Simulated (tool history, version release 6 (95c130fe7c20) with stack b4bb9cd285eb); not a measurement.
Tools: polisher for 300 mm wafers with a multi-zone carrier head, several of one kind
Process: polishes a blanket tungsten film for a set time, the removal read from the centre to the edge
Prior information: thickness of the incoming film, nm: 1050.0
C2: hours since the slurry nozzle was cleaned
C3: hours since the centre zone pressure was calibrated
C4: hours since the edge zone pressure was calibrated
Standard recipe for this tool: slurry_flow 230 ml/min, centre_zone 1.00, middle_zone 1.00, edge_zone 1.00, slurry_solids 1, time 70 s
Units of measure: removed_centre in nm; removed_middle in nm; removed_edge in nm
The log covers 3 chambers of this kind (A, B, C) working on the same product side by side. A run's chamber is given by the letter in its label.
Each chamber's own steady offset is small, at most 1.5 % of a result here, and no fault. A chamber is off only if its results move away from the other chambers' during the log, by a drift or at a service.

run 1A hour=5.4 | slurry_flow=230 centre_zone=1.00 middle_zone=1.00 edge_zone=1.00 slurry_solids=1 time=70 | wafers_polished_on_this_pad=926 C2=385.5 C3=94.0 C4=369.7 | removed_centre=343.04 removed_middle=338.84 removed_edge=342.14
-- hour=12.1 chamber C: centre zone pressure recalibrated
-- hour=15.1 chamber C: worn pad replaced by a new one
run 2B hour=15.5 | slurry_flow=230 centre_zone=1.00 middle_zone=1.00 edge_zone=1.00 slurry_solids=1 time=70 | wafers_polished_on_this_pad=674 C2=578.9 C3=427.8 C4=335.1 | removed_centre=339.36 removed_middle=341.03 removed_edge=345.02
-- hour=20.3 chamber A: worn pad replaced by a new one
run 3C hour=20.7 | slurry_flow=230 centre_zone=1.00 middle_zone=1.00 edge_zone=1.00 slurry_solids=1 time=70 | wafers_polished_on_this_pad=69 C2=223.3 C3=8.7 C4=300.4 | removed_centre=348.05 removed_middle=337.97 removed_edge=350.15
-- hour=24.9 chamber A: edge zone pressure recalibrated
run 4C hour=27.1 | slurry_flow=230 centre_zone=1.00 middle_zone=1.00 edge_zone=1.00 slurry_solids=1 time=70 | wafers_polished_on_this_pad=148 C2=229.7 C3=15.1 C4=306.8 | removed_centre=346.18 removed_middle=340.15 removed_edge=345.02
run 5A hour=31.7 | slurry_flow=230 centre_zone=1.00 middle_zone=1.00 edge_zone=1.00 slurry_solids=1 time=70 | wafers_polished_on_this_pad=141 C2=411.8 C3=120.3 C4=6.8 | removed_centre=344.83 removed_middle=343.66 removed_edge=344.37
run 6B hour=40.9 | slurry_flow=230 centre_zone=1.00 middle_zone=1.00 edge_zone=1.00 slurry_solids=1 time=70 | wafers_polished_on_this_pad=988 C2=604.3 C3=453.2 C4=360.5 | removed_centre=339.49 removed_middle=348.68 removed_edge=340.32
-- hour=43.8 chamber B: worn pad replaced by a new one
run 7C hour=49.1 | slurry_flow=230 centre_zone=1.00 middle_zone=1.00 edge_zone=1.00 slurry_solids=1 time=70 | wafers_polished_on_this_pad=420 C2=251.7 C3=37.1 C4=328.8 | removed_centre=346.17 removed_middle=344.72 removed_edge=350.22
run 8A hour=58.6 | slurry_flow=185 centre_zone=1.00 middle_zone=1.09 edge_zone=1.00 slurry_solids=1 time=70 | wafers_polished_on_this_pad=473 C2=438.7 C3=147.2 C4=33.7 | removed_centre=329.05 removed_middle=362.99 removed_edge=336.98
run 9B hour=65.0 | slurry_flow=185 centre_zone=1.00 middle_zone=1.09 edge_zone=1.00 slurry_solids=1 time=70 | wafers_polished_on_this_pad=262 C2=628.4 C3=477.3 C4=384.6 | removed_centre=331.57 removed_middle=362.13 removed_edge=337.18
run 10C hour=70.0 | slurry_flow=185 centre_zone=1.00 middle_zone=1.09 edge_zone=1.00 slurry_solids=1 time=70 | wafers_polished_on_this_pad=679 C2=272.6 C3=58.0 C4=349.7 | removed_centre=331.75 removed_middle=360.56 removed_edge=335.91
-- hour=74.9 chamber B: slurry nozzle cleaned
run 11B hour=78.0 | slurry_flow=230 centre_zone=1.00 middle_zone=1.00 edge_zone=1.00 slurry_solids=1 time=70 | wafers_polished_on_this_pad=423 C2=3.1 C3=490.3 C4=397.6 | removed_centre=342.40 removed_middle=342.30 removed_edge=345.72
run 12A hour=82.6 | slurry_flow=230 centre_zone=1.00 middle_zone=1.00 edge_zone=1.00 slurry_solids=1 time=70 | wafers_polished_on_this_pad=770 C2=462.7 C3=171.2 C4=57.7 | removed_centre=332.88 removed_middle=339.32 removed_edge=340.90
run 13C hour=91.1 | slurry_flow=230 centre_zone=1.00 middle_zone=1.00 edge_zone=1.00 slurry_solids=1 time=70 | wafers_polished_on_this_pad=940 C2=293.7 C3=79.1 C4=370.8 | removed_centre=344.06 removed_middle=338.24 removed_edge=350.46
run 14A hour=98.0 | slurry_flow=230 centre_zone=1.00 middle_zone=1.00 edge_zone=1.00 slurry_solids=1 time=70 | wafers_polished_on_this_pad=961 C2=478.1 C3=186.6 C4=73.1 | removed_centre=341.03 removed_middle=340.23 removed_edge=341.77
run 15B hour=105.2 | slurry_flow=230 centre_zone=1.00 middle_zone=1.00 edge_zone=1.00 slurry_solids=1 time=70 | wafers_polished_on_this_pad=759 C2=30.3 C3=517.5 C4=424.8 | removed_centre=336.30 removed_middle=345.24 removed_edge=346.32
-- hour=105.9 chamber C: worn pad replaced by a new one
-- hour=107.8 chamber A: worn pad replaced by a new one
run 16C hour=110.4 | slurry_flow=230 centre_zone=0.88 middle_zone=1.00 edge_zone=1.00 slurry_solids=1 time=70 | wafers_polished_on_this_pad=55 C2=313.0 C3=98.4 C4=390.1 | removed_centre=301.82 removed_middle=338.78 removed_edge=345.32
run 17B hour=119.9 | slurry_flow=230 centre_zone=0.88 middle_zone=1.00 edge_zone=1.00 slurry_solids=1 time=70 | wafers_polished_on_this_pad=941 C2=45.0 C3=532.2 C4=439.5 | removed_centre=299.89 removed_middle=344.44 removed_edge=345.77
run 18A hour=126.9 | slurry_flow=230 centre_zone=0.88 middle_zone=1.00 edge_zone=1.00 slurry_solids=1 time=70 | wafers_polished_on_this_pad=236 C2=507.0 C3=215.5 C4=102.0 | removed_centre=290.97 removed_middle=337.28 removed_edge=332.46
run 19A hour=135.5 | slurry_flow=230 centre_zone=1.00 middle_zone=1.00 edge_zone=1.00 slurry_solids=1 time=70 | wafers_polished_on_this_pad=342 C2=515.6 C3=224.1 C4=110.6 | removed_centre=332.32 removed_middle=339.56 removed_edge=336.91
-- hour=136.6 chamber C: edge zone pressure recalibrated
-- hour=139.5 chamber B: worn pad replaced by a new one
run 20C hour=141.2 | slurry_flow=230 centre_zone=1.00 middle_zone=1.00 edge_zone=1.00 slurry_solids=1 time=70 | wafers_polished_on_this_pad=436 C2=343.8 C3=129.2 C4=4.7 | removed_centre=345.51 removed_middle=338.56 removed_edge=347.03
run 21B hour=148.9 | slurry_flow=230 centre_zone=1.00 middle_zone=1.00 edge_zone=1.00 slurry_solids=1 time=70 | wafers_polished_on_this_pad=117 C2=74.0 C3=561.2 C4=468.5 | removed_centre=337.08 removed_middle=342.54 removed_edge=348.99
run 22A hour=156.9 | slurry_flow=230 centre_zone=1.00 middle_zone=1.00 edge_zone=1.00 slurry_solids=1 time=70 | wafers_polished_on_this_pad=607 C2=537.0 C3=245.5 C4=132.0 | removed_centre=330.58 removed_middle=330.69 removed_edge=337.96
run 23C hour=165.7 | slurry_flow=230 centre_zone=1.00 middle_zone=1.11 edge_zone=1.00 slurry_solids=1 time=70 | wafers_polished_on_this_pad=739 C2=368.3 C3=153.7 C4=29.2 | removed_centre=346.31 removed_middle=371.07 removed_edge=342.96
run 24B hour=174.0 | slurry_flow=230 centre_zone=1.00 middle_zone=1.11 edge_zone=1.00 slurry_solids=1 time=70 | wafers_polished_on_this_pad=427 C2=99.1 C3=586.3 C4=493.6 | removed_centre=339.11 removed_middle=382.62 removed_edge=344.69
run 25C hour=181.3 | slurry_flow=230 centre_zone=1.00 middle_zone=1.11 edge_zone=1.00 slurry_solids=1 time=70 | wafers_polished_on_this_pad=932 C2=383.9 C3=169.3 C4=44.8 | removed_centre=342.13 removed_middle=370.39 removed_edge=347.97
run 26B hour=186.3 | slurry_flow=230 centre_zone=1.00 middle_zone=1.00 edge_zone=1.00 slurry_solids=1 time=70 | wafers_polished_on_this_pad=579 C2=111.4 C3=598.6 C4=505.9 | removed_centre=340.85 removed_middle=343.96 removed_edge=348.88
run 27A hour=192.3 | slurry_flow=230 centre_zone=1.00 middle_zone=1.00 edge_zone=1.00 slurry_solids=1 time=70 | wafers_polished_on_this_pad=1044 C2=572.4 C3=280.9 C4=167.4 | removed_centre=325.88 removed_middle=332.19 removed_edge=331.75
-- hour=199.8 chamber C: worn pad replaced by a new one
run 28C hour=200.0 | slurry_flow=230 centre_zone=1.00 middle_zone=1.00 edge_zone=1.00 slurry_solids=1 time=70 | wafers_polished_on_this_pad=2 C2=402.6 C3=188.0 C4=63.5 | removed_centre=347.44 removed_middle=343.24 removed_edge=346.54
-- hour=202.6 chamber A: worn pad replaced by a new one
run 29B hour=209.2 | slurry_flow=175 centre_zone=1.00 middle_zone=1.00 edge_zone=1.00 slurry_solids=1 time=70 | wafers_polished_on_this_pad=862 C2=134.3 C3=621.5 C4=528.8 | removed_centre=320.99 removed_middle=329.70 removed_edge=335.81
run 30A hour=218.7 | slurry_flow=175 centre_zone=1.00 middle_zone=1.00 edge_zone=1.00 slurry_solids=1 time=70 | wafers_polished_on_this_pad=199 C2=598.8 C3=307.3 C4=193.8 | removed_centre=309.69 removed_middle=311.90 removed_edge=322.34
run 31C hour=223.7 | slurry_flow=175 centre_zone=1.00 middle_zone=1.00 edge_zone=1.00 slurry_solids=1 time=70 | wafers_polished_on_this_pad=295 C2=426.3 C3=211.7 C4=87.2 | removed_centre=330.11 removed_middle=330.44 removed_edge=334.70
run 32A hour=233.3 | slurry_flow=230 centre_zone=1.00 middle_zone=1.00 edge_zone=1.00 slurry_solids=1 time=70 | wafers_polished_on_this_pad=380 C2=613.4 C3=321.9 C4=208.4 | removed_centre=320.72 removed_middle=330.03 removed_edge=334.54
run 33B hour=239.5 | slurry_flow=230 centre_zone=1.00 middle_zone=1.00 edge_zone=1.00 slurry_solids=1 time=70 | wafers_polished_on_this_pad=1237 C2=164.6 C3=651.8 C4=559.1 | removed_centre=341.37 removed_middle=346.97 removed_edge=349.34
-- hour=241.1 chamber B: worn pad replaced by a new one
run 34A hour=244.8 | slurry_flow=230 centre_zone=1.00 middle_zone=1.00 edge_zone=1.00 slurry_solids=1 time=70 | wafers_polished_on_this_pad=522 C2=624.9 C3=333.4 C4=219.9 | removed_centre=325.95 removed_middle=326.32 removed_edge=329.62
run 35C hour=251.0 | slurry_flow=230 centre_zone=1.00 middle_zone=1.00 edge_zone=1.00 slurry_solids=1 time=70 | wafers_polished_on_this_pad=633 C2=453.6 C3=239.0 C4=114.5 | removed_centre=343.76 removed_middle=342.59 removed_edge=344.31
run 36B hour=258.9 | slurry_flow=230 centre_zone=1.00 middle_zone=1.00 edge_zone=1.00 slurry_solids=1 time=70 | wafers_polished_on_this_pad=220 C2=184.0 C3=671.2 C4=578.5 | removed_centre=342.14 removed_middle=348.11 removed_edge=350.15
run 37B hour=267.2 | slurry_flow=230 centre_zone=1.00 middle_zone=1.00 edge_zone=1.00 slurry_solids=1 time=70 | wafers_polished_on_this_pad=323 C2=192.3 C3=679.5 C4=586.8 | removed_centre=341.40 removed_middle=336.47 removed_edge=350.98
run 38A hour=275.6 | slurry_flow=230 centre_zone=1.00 middle_zone=1.00 edge_zone=1.00 slurry_solids=1 time=70 | wafers_polished_on_this_pad=903 C2=655.7 C3=364.2 C4=250.7 | removed_centre=322.62 removed_middle=326.10 removed_edge=327.95
run 39C hour=283.4 | slurry_flow=230 centre_zone=1.00 middle_zone=1.00 edge_zone=1.00 slurry_solids=1 time=70 | wafers_polished_on_this_pad=1034 C2=486.0 C3=271.4 C4=146.9 | removed_centre=343.53 removed_middle=339.73 removed_edge=344.45

What goes on in this fleet: one chamber off, a drifting gauge, or nothing beyond the chambers' own small offsets? Name the chamber and the cause, if any.

It is chamber A that slowly wanders off from its peers.
What lies behind it: slurry flow missing at the pad, % = 31.9.

Which of the 4 candidates below, each the usual settings with something changed and its results left as question marks, puts chamber A back in line with what the other chambers give on the usual settings?
In-line tolerance around the mean of the other chambers on the usual settings: removed_centre 11.00 nm; removed_middle 9.00 nm; removed_edge 9.50 nm
run 40A-1 hour=290.6 | slurry_flow=235 centre_zone=1.01 middle_zone=1.00 edge_zone=1.00 slurry_solids=1 time=74 | removed_centre=? removed_middle=? removed_edge=?
run 40A-2 hour=290.6 | slurry_flow=225 centre_zone=0.98 middle_zone=1.00 edge_zone=1.01 slurry_solids=1 time=67 | removed_centre=? removed_middle=? removed_edge=?
run 40A-3 hour=290.6 | slurry_flow=230 centre_zone=1.00 middle_zone=1.00 edge_zone=1.00 slurry_solids=1 time=69 | removed_centre=? removed_middle=? removed_edge=?
run 40A-4 hour=290.6 | slurry_flow=230 centre_zone=1.00 middle_zone=1.00 edge_zone=1.00 slurry_solids=1 time=71 | removed_centre=? removed_middle=? removed_edge=?

Usual-settings mean across the other chambers: removed_centre 342.58 nm; removed_middle 341.33 nm; removed_edge 346.25 nm
run=40A-1 removed_centre=340.49 removed_middle=343.06 removed_edge=348.81
run=40A-2 removed_centre=295.67 removed_middle=308.20 removed_edge=315.63
run=40A-3 removed_centre=312.70 removed_middle=318.66 removed_edge=324.33
run=40A-4 removed_centre=321.76 removed_middle=327.89 removed_edge=333.73
40A-1 brings the chamber back in line.

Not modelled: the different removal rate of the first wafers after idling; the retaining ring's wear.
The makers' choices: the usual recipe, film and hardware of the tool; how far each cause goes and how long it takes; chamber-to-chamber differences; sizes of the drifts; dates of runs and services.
